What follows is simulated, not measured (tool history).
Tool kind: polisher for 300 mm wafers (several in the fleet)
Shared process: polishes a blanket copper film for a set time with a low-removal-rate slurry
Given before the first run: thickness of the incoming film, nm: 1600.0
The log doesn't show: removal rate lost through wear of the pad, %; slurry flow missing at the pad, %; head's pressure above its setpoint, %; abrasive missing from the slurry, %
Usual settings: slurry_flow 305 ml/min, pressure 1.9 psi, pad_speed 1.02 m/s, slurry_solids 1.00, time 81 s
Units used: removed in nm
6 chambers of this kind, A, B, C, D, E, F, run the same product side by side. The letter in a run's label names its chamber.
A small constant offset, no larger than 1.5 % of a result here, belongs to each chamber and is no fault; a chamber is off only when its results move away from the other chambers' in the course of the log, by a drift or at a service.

run	hour	slurry_flow	pressure	pad_speed	slurry_solids	time	wafers polished on this pad	hours since the slurry nozzle was cleaned	hours since the head pressure was calibrated	hours since the slurry blender was calibrated	removed
1F	4.0	305	1.9	1.02	1.00	81	139	78.2	776.2	142.1	132.940
2E	7.3	305	1.9	1.02	1.00	81	137	258.0	591.6	170.0	134.560
# hour 12.9: chamber C: worn pad replaced by a new one
3A	13.7	305	1.9	1.02	1.00	81	551	403.3	1222.4	247.9	134.630
# hour 16.0: chamber C: slurry blender recalibrated
4B	18.0	305	1.9	1.02	1.00	81	355	103.9	979.8	26.0	136.450
5C	21.3	305	1.9	1.02	1.20	81	51	73.3	570.2	5.3	138.820
6D	25.7	305	1.9	1.02	1.20	81	963	125.3	614.8	43.7	136.580
7C	30.0	305	1.9	1.02	1.20	81	104	82.0	578.9	14.0	141.620
8F	35.1	305	1.9	1.02	1.20	81	329	109.3	807.3	173.2	138.860
9A	38.8	305	1.9	1.02	1.20	81	704	428.4	1247.5	273.0	139.350
# hour 43.2: chamber A: head pressure recalibrated
# hour 44.4: chamber C: head pressure recalibrated
10B	44.9	305	1.9	1.02	1.20	81	520	130.8	1006.7	52.9	139.170
11D	48.5	305	1.9	1.02	1.00	81	1102	148.1	637.6	66.5	130.690
12E	55.4	305	1.9	1.02	1.00	81	431	306.1	639.7	218.1	133.980
13B	61.5	305	1.9	1.02	1.00	81	621	147.4	1023.3	69.5	135.390
# hour 64.7: chamber B: worn pad replaced by a new one
# hour 64.8: chamber D: worn pad replaced by a new one
14A	68.6	305	1.9	1.02	1.00	81	886	458.2	25.4	302.8	136.930
15D	75.5	305	1.9	1.02	1.00	81	65	175.1	664.6	93.5	136.160
16F	79.2	305	1.9	1.02	1.00	81	598	153.4	851.4	217.3	130.120
17C	83.0	305	1.9	1.02	1.00	81	428	135.0	38.6	67.0	135.250
18E	87.3	305	1.9	1.02	1.00	81	626	338.0	671.6	250.0	136.320
19F	92.0	305	1.9	1.02	1.00	81	677	166.2	864.2	230.1	131.160
# hour 95.4: chamber E: head pressure recalibrated
20B	95.9	305	1.9	1.02	1.00	81	190	181.8	1057.7	103.9	133.010
# hour 97.6: chamber A: slurry blender recalibrated
# hour 102.2: chamber B: head pressure recalibrated
21A	103.3	305	1.4	1.02	1.00	72	1098	492.9	60.1	5.8	87.298
# hour 107.7: chamber A: worn pad replaced by a new one
22C	109.2	305	1.4	1.02	1.00	72	588	161.2	64.8	93.2	88.992
23E	113.8	305	1.4	1.02	1.00	72	788	364.5	18.4	276.5	91.020
24D	117.7	305	1.4	1.02	1.00	72	323	217.3	706.8	135.7	88.366
# hour 119.3: chamber F: slurry blender recalibrated
25C	123.5	305	1.4	1.02	1.00	72	675	175.5	79.1	107.5	91.052
26E	127.8	305	1.4	1.02	1.00	72	873	378.5	32.4	290.5	90.188
27B	132.3	305	1.9	1.02	1.00	81	412	218.2	30.2	140.3	136.760
# hour 138.0: chamber B: slurry blender recalibrated
28F	138.0	305	1.9	1.02	1.00	81	957	212.2	910.2	18.7	134.740
29A	141.3	305	1.9	1.02	1.00	81	205	530.9	98.1	43.8	134.840
30D	146.8	305	1.9	1.02	1.00	81	501	246.4	735.9	164.8	132.680
31E	151.6	305	1.9	1.02	1.00	81	1018	402.3	56.2	314.3	135.030
32A	155.5	355	2.2	1.02	1.00	81	292	545.1	112.3	58.0	157.500
# hour 161.6: chamber B: worn pad replaced by a new one
33D	161.8	355	2.2	1.02	1.00	81	592	261.4	750.9	179.8	156.330
34F	167.6	355	2.2	1.02	1.00	81	1138	241.8	939.8	48.3	159.070
35B	174.9	355	2.2	1.02	1.00	81	81	260.8	72.8	37.0	157.600
# hour 175.6: chamber C: slurry blender recalibrated
36C	178.8	355	2.2	1.02	1.00	81	1013	230.8	134.4	3.2	161.610
37F	182.3	355	2.2	1.02	1.00	81	1228	256.5	954.5	63.0	154.010
38B	188.9	305	1.9	1.32	1.00	81	167	274.8	86.8	51.0	172.840
39A	195.4	305	1.9	1.32	1.00	81	535	585.0	152.2	97.9	171.180
40D	202.2	305	1.9	1.32	1.00	81	839	301.8	791.3	220.2	176.230

Is one chamber off against the others, does the gauge drift, or is nothing wrong? If a chamber is off, say which, and what the likeliest cause is.

Neither any chamber nor the gauge drifts; the chambers differ only by their own small, steady offsets.

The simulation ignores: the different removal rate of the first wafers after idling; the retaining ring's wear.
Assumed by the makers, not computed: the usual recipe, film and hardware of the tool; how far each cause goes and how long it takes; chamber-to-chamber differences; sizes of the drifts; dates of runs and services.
